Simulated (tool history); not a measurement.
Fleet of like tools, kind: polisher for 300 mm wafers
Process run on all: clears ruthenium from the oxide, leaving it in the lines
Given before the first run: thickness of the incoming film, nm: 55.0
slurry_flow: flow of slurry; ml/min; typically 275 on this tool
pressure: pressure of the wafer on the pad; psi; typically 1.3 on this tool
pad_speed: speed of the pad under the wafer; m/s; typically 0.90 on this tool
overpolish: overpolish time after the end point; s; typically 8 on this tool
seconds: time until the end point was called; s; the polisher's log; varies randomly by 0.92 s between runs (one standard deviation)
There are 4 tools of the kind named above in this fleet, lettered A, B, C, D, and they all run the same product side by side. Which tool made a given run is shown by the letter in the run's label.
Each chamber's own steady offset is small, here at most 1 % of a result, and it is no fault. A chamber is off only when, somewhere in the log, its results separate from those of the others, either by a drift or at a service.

run,hour,slurry_flow,pressure,pad_speed,overpolish,seconds
# hour 2.6: chamber B: worn pad replaced by a new one
1A,5.2,275,1.3,0.90,8,100.880
2B,10.5,275,1.3,0.90,8,101.440
3D,17.2,275,1.3,0.90,8,100.510
4C,21.8,275,1.3,0.90,8,101.090
5D,26.3,275,1.3,0.90,8,100.830
6B,30.4,275,1.3,0.90,8,101.260
7A,35.8,275,1.3,0.90,8,100.030
8C,41.7,275,1.3,0.90,8,101.180
9B,47.7,275,1.3,0.90,8,102.650
10C,51.4,275,1.3,0.90,8,102.500
11D,56.6,275,1.3,0.90,8,102.070
12A,62.0,275,1.3,0.90,8,100.770
13D,67.8,275,1.3,0.90,8,99.554
14B,73.3,275,1.3,0.90,8,100.640
15A,79.9,275,1.5,0.90,12,87.930
16C,83.6,275,1.5,0.90,12,86.989
17D,87.0,275,1.5,0.90,12,86.531
18B,91.3,275,1.5,0.90,12,87.538
# hour 94.7: chamber D: worn pad replaced by a new one
19C,95.5,275,1.3,0.90,8,102.930
20A,101.8,275,1.3,0.90,8,101.520
# hour 104.7: chamber A: worn pad replaced by a new one
21C,105.1,275,1.3,0.90,8,102.940
22A,109.4,275,1.3,0.90,8,100.400
23B,115.4,275,1.3,0.90,8,101.320
24D,119.3,275,1.3,0.90,8,101.480
25D,124.4,275,1.3,0.90,8,103.670
26A,129.8,275,1.3,0.90,8,101.150
27C,136.4,275,1.3,0.90,8,102.030
28B,142.2,275,1.3,0.90,8,100.770
29D,147.4,275,1.3,0.90,8,100.490

Next, all 4 chambers run the settings below, one line each with question marks for the results. What does each chamber give?
30A,152.3,275,1.3,0.62,8,?
30B,152.3,275,1.3,0.62,8,?
30C,152.3,275,1.3,0.62,8,?
30D,152.3,275,1.3,0.62,8,?

run,seconds
30A,147.450
30B,148.800
30C,146.670
30D,146.190
